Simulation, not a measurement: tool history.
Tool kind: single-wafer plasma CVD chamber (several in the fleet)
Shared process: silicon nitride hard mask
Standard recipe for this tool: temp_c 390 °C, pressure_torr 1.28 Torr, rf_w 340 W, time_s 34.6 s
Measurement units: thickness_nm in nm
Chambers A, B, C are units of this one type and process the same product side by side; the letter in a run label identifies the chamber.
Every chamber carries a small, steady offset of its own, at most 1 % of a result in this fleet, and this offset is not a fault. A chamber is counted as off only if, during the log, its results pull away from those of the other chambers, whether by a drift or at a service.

run   hour  temp_c  pressure_torr  rf_w  time_s  read-back reference wafer on the same gauge, thickness_nm  thickness_nm
 1A    8.4     390           1.28   340    34.6                                                     33.443        41.065
 2B   14.8     390           1.28   340    34.6                                                     33.506        40.191
 3C   24.2     390           1.28   340    34.6                                                     33.504        40.559
 4B   30.1     390           1.28   340    34.6                                                     33.556        40.072
 5C   37.4     390           1.28   340    34.6                                                     33.524        40.611
 6A   44.9     390           1.52   380    34.6                                                     33.495        46.003
 7C   50.5     390           1.52   380    34.6                                                     33.504        45.749
 8B   58.9     390           1.52   380    34.6                                                     33.497        45.810
 9A   69.4     390           1.28   340    34.6                                                     33.478        40.967
10B   78.1     390           1.28   340    34.6                                                     33.511        40.397
11A   84.1     390           1.28   340    34.6                                                     33.497        40.519
12C   94.2     390           1.28   340    34.6                                                     33.536        40.286
13B  100.1     390           1.28   340    34.6                                                     33.449        40.187
14A  108.1     390           1.28   340    34.6                                                     33.479        41.043
15C  116.9     390           1.28   340    34.6                                                     33.474        40.754
16B  127.3     390           1.28   340    34.6                                                     33.485        40.573
17C  136.1     390           1.28   340    34.6                                                     33.495        40.823
18A  141.6     390           1.28   340    34.6                                                     33.521        40.629
19C  147.3     390           1.28   340    34.6                                                     33.515        40.686
20A  153.5     390           1.28   340    34.6                                                     33.499        40.837
21B  162.8     390           1.28   340    34.6                                                     33.501        40.132
22A  167.5     390           1.28   340    34.6                                                     33.483        40.664
23C  174.2     390           1.42   340    34.6                                                     33.494        41.937
24B  179.2     390           1.42   340    34.6                                                     33.490        41.814
25B  184.5     390           1.42   340    34.6                                                     33.532        41.262
26A  191.9     390           1.28   340    34.6                                                     33.492        40.474
27C  202.2     390           1.28   340    34.6                                                     33.508        40.339
28C  211.3     390           1.28   340    34.6                                                     33.491        40.721
29A  220.0     390           1.28   340    34.6                                                     33.483        40.771

Predict what each chamber gives when all 3 of them run the settings below next.
30A  227.8     390           1.28   340    34.6                                                                        ?
30B  227.8     390           1.28   340    34.6                                                                        ?
30C  227.8     390           1.28   340    34.6                                                                        ?

run  thickness_nm
30A        41.226
30B        40.367
30C        40.438

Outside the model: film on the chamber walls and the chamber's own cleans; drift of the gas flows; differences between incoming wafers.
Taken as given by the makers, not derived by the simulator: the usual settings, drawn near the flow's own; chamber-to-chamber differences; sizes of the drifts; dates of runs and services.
